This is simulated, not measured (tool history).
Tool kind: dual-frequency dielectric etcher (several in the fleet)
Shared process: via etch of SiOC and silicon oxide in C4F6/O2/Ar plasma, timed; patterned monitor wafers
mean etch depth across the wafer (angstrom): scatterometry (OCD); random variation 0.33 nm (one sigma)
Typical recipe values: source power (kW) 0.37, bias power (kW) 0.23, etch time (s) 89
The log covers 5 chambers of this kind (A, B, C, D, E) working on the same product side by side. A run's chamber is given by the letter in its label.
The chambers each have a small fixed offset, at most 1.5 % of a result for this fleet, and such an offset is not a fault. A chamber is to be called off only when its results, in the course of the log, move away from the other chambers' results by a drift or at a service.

run,hour,source power (kW),bias power (kW),etch time (s),hours since the last wet clean,hours since the last source power generator calibration,hours since the last bias power generator calibration,"read-back reference wafer on the same gauge, depth_nm",mean etch depth across the wafer (angstrom)
1B,11,0.37,0.23,89,77.9,1657.1,104.3,101.93,1061.4
2C,24,0.37,0.23,89,213.6,2348,2867.8,101.99,1059.7
3A,35.1,0.37,0.23,89,48.9,932.6,1192.7,102.02,1063.4
4D,42.2,0.37,0.23,89,288.6,2210.7,3748.9,102,1048.6
5E,57.6,0.37,0.23,89,263.3,1447,2161.1,102.07,1052.3
6B,71.9,0.37,0.23,89,138.8,1718,165.2,101.95,1063.4
7E,84.1,0.41,0.23,107,289.8,1473.5,2187.6,101.95,1322.2
8D,94.1,0.41,0.23,107,340.5,2262.6,3800.8,102.02,1311.9
9C,108.9,0.41,0.23,107,298.5,2432.9,2952.7,102.08,1316.8
10A,116.3,0.41,0.23,107,130.1,1013.8,1273.9,102.06,1331.6
11A,129.4,0.41,0.23,107,143.2,1026.9,1287,101.95,1327.6
12D,137.5,0.37,0.23,89,383.9,2306,3844.2,102.03,1050.5
13C,152.7,0.37,0.23,89,342.3,2476.7,2996.5,101.94,1050.8
# hour 160.8: chamber D: wet clean of the chamber
14B,161.3,0.37,0.23,89,228.2,1807.4,254.6,101.98,1055.5
15E,171.6,0.37,0.23,89,377.3,1561,2275.1,101.95,1057.3
# hour 177.3: chamber E: wet clean of the chamber
16B,181.9,0.37,0.23,89,248.8,1828,275.2,101.95,1056.1
17D,194.6,0.37,0.23,89,33.8,2363.1,3901.3,102.01,1050.8
# hour 198.2: chamber C: wet clean of the chamber
18A,207.3,0.37,0.23,89,221.1,1104.8,1364.9,101.98,1062.7
19E,215.5,0.37,0.23,89,38.2,1604.9,2319,101.97,1014.4
20C,228.8,0.37,0.23,89,30.6,2552.8,3072.6,102.02,1057.4
21D,238,0.37,0.23,89,77.2,2406.5,3944.7,102.04,1045.9
22B,247.7,0.37,0.23,89,314.6,1893.8,341,102,1058.4
# hour 250.4: chamber D: source power generator calibrated
23E,260.2,0.32,0.251,89,82.9,1649.6,2363.7,101.98,989.26
24A,274,0.32,0.251,89,287.8,1171.5,1431.6,101.97,1039
25C,284.1,0.32,0.251,89,85.9,2608.1,3127.9,102,1035.2
26A,294.6,0.32,0.251,89,308.4,1192.1,1452.2,102.01,1036.1
27B,303,0.32,0.251,89,369.9,1949.1,396.3,102.03,1036.8
28D,315.7,0.37,0.23,89,154.9,65.4,4022.4,102.02,1046.5
29E,328.1,0.37,0.23,89,150.8,1717.5,2431.6,102.01,1016.3
30C,336.9,0.37,0.23,89,138.7,2660.9,3180.7,101.95,1053.3
31E,350.5,0.37,0.23,111.5,173.2,1739.9,2454,101.97,1272.3
# hour 351.3: chamber C: bias power generator calibrated
32A,363.1,0.37,0.23,111.5,376.9,1260.6,1520.7,101.98,1337
33D,370.4,0.37,0.23,111.5,209.6,120.1,4077.1,101.99,1310.7
# hour 378.9: chamber B: wet clean of the chamber
34B,382.6,0.37,0.23,111.5,3.7,2028.7,475.9,101.93,1326.7
35C,395.5,0.37,0.23,111.5,197.3,2719.5,44.3,101.98,1319.9
36C,408.9,0.37,0.23,89,210.7,2732.9,57.7,102.07,1056.9
37A,424.2,0.37,0.23,89,438,1321.7,1581.8,102.03,1064
38B,437.3,0.37,0.23,89,58.4,2083.4,530.6,101.94,1057.6
39D,445.3,0.37,0.23,89,284.5,195,4152,102.03,1050.5
40E,453.6,0.46,0.23,89,276.3,1843,2557.1,101.98,1101.8
# hour 459.9: chamber A: wet clean of the chamber
41A,460.5,0.46,0.23,89,0.7,1358,1618.1,101.96,1162.3
42E,469.8,0.46,0.23,89,292.5,1859.2,2573.3,101.93,1101.3
43B,485.2,0.46,0.23,89,106.3,2131.3,578.5,101.96,1160.5
44D,498,0.46,0.23,89,337.2,247.7,4204.7,102.1,1144.9

Each of the 5 chambers runs these same settings next. Fill in every chamber's results:
45A,509.1,0.37,0.23,89,,,,,?
45B,509.1,0.37,0.23,89,,,,,?
45C,509.1,0.37,0.23,89,,,,,?
45D,509.1,0.37,0.23,89,,,,,?
45E,509.1,0.37,0.23,89,,,,,?

run,mean etch depth across the wafer (angstrom)
45A,1068
45B,1057
45C,1057.6
45D,1046.9
45E,1018.9

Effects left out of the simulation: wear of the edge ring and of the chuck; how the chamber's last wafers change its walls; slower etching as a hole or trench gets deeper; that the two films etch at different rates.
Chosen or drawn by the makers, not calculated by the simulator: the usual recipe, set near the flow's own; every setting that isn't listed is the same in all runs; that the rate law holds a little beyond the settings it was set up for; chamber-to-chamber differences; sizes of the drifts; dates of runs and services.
